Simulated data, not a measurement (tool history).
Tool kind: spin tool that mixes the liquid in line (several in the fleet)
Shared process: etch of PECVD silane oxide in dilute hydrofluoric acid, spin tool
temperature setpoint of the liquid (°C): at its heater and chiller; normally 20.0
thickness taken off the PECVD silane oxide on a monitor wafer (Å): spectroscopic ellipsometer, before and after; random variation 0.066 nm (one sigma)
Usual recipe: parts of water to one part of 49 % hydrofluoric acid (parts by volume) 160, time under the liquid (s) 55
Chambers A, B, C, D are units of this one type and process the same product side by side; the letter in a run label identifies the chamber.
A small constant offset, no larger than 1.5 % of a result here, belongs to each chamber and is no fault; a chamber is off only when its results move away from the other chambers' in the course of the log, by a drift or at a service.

run	hour	temperature setpoint of the liquid (°C)	parts of water to one part of 49 % hydrofluoric acid (parts by volume)	time under the liquid (s)	read-back film thickness of the PECVD silane oxide reference wafer, read on the same gauge (nm)	thickness taken off the PECVD silane oxide on a monitor wafer (Å)
1A	4.3	20.0	160	55	70.053	71.488
2C	7.2	20.0	160	55	69.983	71.751
3B	9.8	20.0	160	55	69.964	72.680
4D	14.6	20.0	160	55	69.983	72.087
5D	19.1	20.0	160	55	69.976	73.260
6A	24.4	20.0	160	55	69.983	72.239
7B	28.0	20.0	160	55	70.042	73.030
8C	33.1	20.0	160	55	70.030	71.225
# hour 33.5: chamber A: hydrofluoric acid flow meter replaced
9B	36.4	23.0	195	55	70.026	65.609
10A	40.7	23.0	195	55	69.981	64.638
11D	44.2	23.0	195	55	69.997	63.081
12C	48.6	23.0	195	55	70.001	64.189
13D	53.7	20.0	160	55	70.060	72.701
14A	57.8	20.0	160	55	69.994	73.387
15C	62.1	20.0	160	55	69.997	71.597
16B	65.3	20.0	160	55	69.978	72.535
17A	70.2	20.0	220	55	70.010	50.142
18B	75.5	20.0	220	55	70.004	49.854
19C	80.5	20.0	220	55	69.983	49.683
20D	85.9	20.0	220	55	69.998	50.250
21C	89.8	20.0	160	55	70.017	74.166
22B	93.4	20.0	160	55	69.980	74.574
23A	98.8	20.0	160	55	70.037	72.718
24D	104.2	20.0	160	55	70.034	72.283
25B	108.9	20.0	160	55	70.002	74.615
26D	112.2	20.0	160	55	69.976	72.880
27C	114.6	20.0	160	55	70.017	71.674
28A	119.1	20.0	160	55	69.962	72.575
29C	121.8	20.0	160	55	69.938	71.691
30B	127.0	20.0	160	55	70.037	77.270
31A	130.4	20.0	160	55	70.030	73.370
32D	133.4	20.0	160	55	70.003	72.277
33A	137.9	20.0	160	55	69.999	72.378
34D	142.0	20.0	160	55	69.997	71.859
35C	145.8	20.0	160	55	69.993	72.911
36B	150.9	20.0	160	55	69.961	78.656
37B	154.3	20.0	160	55	69.999	77.461

All chambers now run identical settings, listed one chamber a line with results as question marks. What results will each chamber show?
38A	158.2	17.5	160	55		?
38B	158.2	17.5	160	55		?
38C	158.2	17.5	160	55		?
38D	158.2	17.5	160	55		?

run	thickness taken off the PECVD silane oxide on a monitor wafer (Å)
38A	67.175
38B	71.581
38C	65.143
38D	65.801
